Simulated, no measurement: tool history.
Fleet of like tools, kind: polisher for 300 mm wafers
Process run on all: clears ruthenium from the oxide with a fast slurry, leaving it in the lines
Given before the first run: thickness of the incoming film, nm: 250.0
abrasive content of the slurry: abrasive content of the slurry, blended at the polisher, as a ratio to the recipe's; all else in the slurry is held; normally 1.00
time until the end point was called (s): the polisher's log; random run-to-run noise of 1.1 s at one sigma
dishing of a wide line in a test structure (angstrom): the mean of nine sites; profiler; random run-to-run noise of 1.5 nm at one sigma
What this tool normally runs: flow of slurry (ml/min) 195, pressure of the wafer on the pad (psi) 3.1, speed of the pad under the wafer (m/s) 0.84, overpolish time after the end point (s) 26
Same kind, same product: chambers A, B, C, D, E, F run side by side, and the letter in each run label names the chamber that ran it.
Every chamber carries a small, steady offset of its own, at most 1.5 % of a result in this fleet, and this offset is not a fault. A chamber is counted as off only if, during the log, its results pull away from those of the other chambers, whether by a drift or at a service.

| run | hour | flow of slurry (ml/min) | pressure of the wafer on the pad (psi) | speed of the pad under the wafer (m/s) | abrasive content of the slurry | overpolish time after the end point (s) | wafers polished on this pad | hours since the slurry nozzle was cleaned | hours since the head pressure was calibrated | hours since the slurry blender was calibrated | time until the end point was called (s) | dishing of a wide line in a test structure (angstrom) |
|---|---|---|---|---|---|---|---|---|---|---|---|---|
| 1F | 3.7 | 195 | 3.1 | 0.84 | 1.00 | 26 | 291 | 310.5 | 744.8 | 24.1 | 70.940 | 704.73 |
|  | 7.0 | chamber E: slurry blender recalibrated |
| 2A | 8.2 | 195 | 3.1 | 0.84 | 1.00 | 26 | 748 | 166.6 | 1502.9 | 249.2 | 70.334 | 692.12 |
| 3C | 11.6 | 195 | 3.1 | 0.84 | 1.00 | 26 | 619 | 91.0 | 774.3 | 123.6 | 72.008 | 721.25 |
| 4E | 14.4 | 195 | 3.1 | 0.84 | 1.00 | 26 | 515 | 283.6 | 515.1 | 7.5 | 72.072 | 726.73 |
| 5D | 17.0 | 195 | 3.1 | 0.84 | 1.00 | 26 | 1265 | 225.1 | 1169.0 | 165.7 | 68.762 | 711.23 |
| 6B | 19.6 | 195 | 3.1 | 0.84 | 1.00 | 26 | 843 | 60.5 | 197.8 | 95.5 | 70.626 | 719.91 |
| 7D | 22.5 | 195 | 3.1 | 0.84 | 1.00 | 26 | 1329 | 230.6 | 1174.5 | 171.2 | 71.314 | 709.72 |
|  | 25.5 | chamber E: worn pad replaced by a new one |
| 8E | 26.9 | 195 | 3.1 | 0.84 | 1.00 | 26 | 17 | 296.1 | 527.6 | 20.0 | 71.206 | 702.78 |
|  | 28.4 | chamber F: slurry nozzle cleaned |
| 9B | 29.2 | 145 | 3.1 | 0.62 | 1.00 | 26 | 954 | 70.1 | 207.4 | 105.1 | 102.740 | 525.95 |
| 10C | 31.3 | 145 | 3.1 | 0.62 | 1.00 | 26 | 848 | 110.7 | 794.0 | 143.3 | 102.070 | 531.45 |
|  | 31.4 | chamber D: worn pad replaced by a new one |
| 11F | 35.7 | 145 | 3.1 | 0.62 | 1.00 | 26 | 663 | 7.4 | 776.8 | 56.1 | 99.950 | 526.01 |
|  | 35.8 | chamber A: worn pad replaced by a new one |
| 12A | 38.6 | 145 | 3.1 | 0.62 | 1.00 | 26 | 33 | 197.0 | 1533.3 | 279.6 | 103.040 | 514.08 |
| 13F | 41.7 | 145 | 3.1 | 0.62 | 1.00 | 26 | 732 | 13.4 | 782.8 | 62.1 | 101.020 | 527.53 |
| 14B | 44.2 | 145 | 3.1 | 0.62 | 1.00 | 26 | 1129 | 85.1 | 222.4 | 120.1 | 102.630 | 511.63 |
| 15A | 47.9 | 195 | 3.1 | 0.84 | 1.00 | 26 | 141 | 206.3 | 1542.6 | 288.9 | 72.936 | 709.95 |
|  | 48.2 | chamber C: slurry blender recalibrated |
|  | 48.4 | chamber F: worn pad replaced by a new one |
|  | 49.4 | chamber B: worn pad replaced by a new one |
| 16E | 52.1 | 170 | 3.1 | 0.94 | 1.00 | 26 | 309 | 321.3 | 552.8 | 45.2 | 65.079 | 758.93 |
| 17D | 54.3 | 170 | 3.1 | 0.94 | 1.00 | 26 | 266 | 262.4 | 1206.3 | 203.0 | 64.668 | 762.27 |
|  | 54.8 | chamber C: worn pad replaced by a new one |
| 18C | 58.4 | 170 | 3.1 | 0.94 | 1.00 | 26 | 42 | 137.8 | 821.1 | 10.3 | 65.571 | 750.65 |
| 19C | 61.1 | 170 | 3.1 | 0.94 | 1.00 | 26 | 74 | 140.5 | 823.8 | 13.0 | 62.789 | 785.17 |
| 20F | 63.8 | 170 | 3.1 | 0.94 | 1.00 | 26 | 179 | 35.5 | 804.9 | 84.2 | 65.086 | 804.44 |
| 21D | 67.4 | 170 | 3.1 | 0.94 | 1.00 | 26 | 418 | 275.5 | 1219.4 | 216.1 | 64.988 | 772.61 |
|  | 68.9 | chamber A: slurry blender recalibrated |
| 22E | 71.1 | 195 | 3.1 | 0.84 | 1.00 | 26 | 530 | 340.3 | 571.8 | 64.2 | 72.422 | 695.44 |
|  | 73.4 | chamber E: worn pad replaced by a new one |
| 23B | 73.8 | 195 | 3.1 | 0.84 | 1.00 | 26 | 284 | 114.7 | 252.0 | 149.7 | 71.350 | 712.76 |
| 24A | 77.0 | 195 | 3.1 | 0.84 | 1.00 | 26 | 479 | 235.4 | 1571.7 | 8.2 | 72.045 | 715.21 |
| 25E | 81.3 | 265 | 3.1 | 0.84 | 0.75 | 26 | 92 | 350.5 | 582.0 | 74.4 | 79.610 | 659.92 |
| 26F | 85.1 | 265 | 3.1 | 0.84 | 0.75 | 26 | 426 | 56.8 | 826.2 | 105.5 | 79.500 | 661.62 |
|  | 88.7 | chamber D: head pressure recalibrated |
| 27D | 89.5 | 265 | 3.1 | 0.84 | 0.75 | 26 | 675 | 297.6 | 0.9 | 238.2 | 88.932 | 565.06 |
| 28A | 91.6 | 265 | 3.1 | 0.84 | 0.75 | 26 | 648 | 250.0 | 1586.3 | 22.8 | 81.324 | 629.70 |
| 29C | 94.2 | 265 | 3.1 | 0.84 | 0.75 | 26 | 458 | 173.6 | 856.9 | 46.1 | 76.686 | 662.43 |
|  | 96.7 | chamber A: head pressure recalibrated |
| 30B | 97.7 | 265 | 3.1 | 0.84 | 0.75 | 26 | 561 | 138.6 | 275.9 | 173.6 | 81.217 | 651.35 |
| 31E | 101.2 | 195 | 3.1 | 0.84 | 1.00 | 26 | 323 | 370.4 | 601.9 | 94.3 | 70.331 | 717.53 |
| 32A | 104.5 | 195 | 3.1 | 0.84 | 1.00 | 26 | 798 | 262.9 | 7.9 | 35.7 | 71.534 | 696.47 |
| 33B | 107.0 | 195 | 3.1 | 0.84 | 1.00 | 26 | 669 | 147.9 | 285.2 | 182.9 | 72.991 | 714.44 |
| 34F | 110.1 | 195 | 3.1 | 0.84 | 1.00 | 36 | 717 | 81.8 | 851.2 | 130.5 | 69.011 | 952.42 |
| 35C | 114.0 | 195 | 3.1 | 0.84 | 1.00 | 36 | 688 | 193.4 | 876.7 | 65.9 | 71.020 | 953.64 |
|  | 116.2 | chamber A: worn pad replaced by a new one |
| 36D | 116.5 | 195 | 3.1 | 0.84 | 1.00 | 36 | 989 | 324.6 | 27.9 | 265.2 | 78.150 | 877.51 |
| 37B | 120.4 | 195 | 3.1 | 0.84 | 1.00 | 36 | 825 | 161.3 | 298.6 | 196.3 | 70.494 | 926.76 |
|  | 120.6 | chamber F: worn pad replaced by a new one |
| 38A | 124.4 | 195 | 3.1 | 0.84 | 1.00 | 36 | 95 | 282.8 | 27.8 | 55.6 | 72.375 | 893.65 |
| 39E | 127.8 | 195 | 3.1 | 0.84 | 1.00 | 36 | 632 | 397.0 | 628.5 | 120.9 | 74.737 | 948.09 |
| 40F | 130.0 | 195 | 3.1 | 0.84 | 1.00 | 26 | 109 | 101.7 | 871.1 | 150.4 | 70.504 | 728.02 |
|  | 130.7 | chamber D: worn pad replaced by a new one |
| 41D | 133.6 | 195 | 3.1 | 0.84 | 1.15 | 26 | 34 | 341.7 | 45.0 | 282.3 | 75.518 | 688.43 |
|  | 134.4 | chamber C: worn pad replaced by a new one |
| 42C | 137.4 | 195 | 3.1 | 0.84 | 1.15 | 26 | 35 | 216.8 | 900.1 | 89.3 | 66.940 | 739.60 |

What goes on in this fleet: one chamber off, a drifting gauge, or nothing beyond the chambers' own small offsets? Name the chamber and the cause, if any.

Chamber D came out of a service off from its peers and stayed that way.
Likeliest cause: head's pressure below its setpoint, % = 12.

Here are 4 candidates for chamber D's next run, each the usual settings with a change, their results left as question marks. Which one brings its results back in line with what the others give on the usual settings?
In-line tolerance around the mean of the other chambers on the usual settings: time until the end point was called (s) 4.000; dishing of a wide line in a test structure (angstrom) 51.00
| 43D-1 | 140.6 | 200 | 3.5 | 0.94 | 1.05 | 26 |  |  |  |  | ? | ? |
| 43D-2 | 140.6 | 195 | 2.9 | 0.80 | 1.00 | 26 |  |  |  |  | ? | ? |
| 43D-3 | 140.6 | 190 | 2.8 | 0.74 | 0.95 | 27 |  |  |  |  | ? | ? |
| 43D-4 | 140.6 | 195 | 3.3 | 0.88 | 1.00 | 26 |  |  |  |  | ? | ? |

Usual-settings mean across the other chambers: time until the end point was called (s) 71.424; dishing of a wide line in a test structure (angstrom) 712.68
| run | time until the end point was called (s) | dishing of a wide line in a test structure (angstrom) |
|---|---|---|
| 43D-1 | 62.986 | 807.76 |
| 43D-2 | 91.384 | 585.93 |
| 43D-3 | 105.070 | 535.10 |
| 43D-4 | 73.123 | 711.74 |
43D-4 brings the chamber back in line.
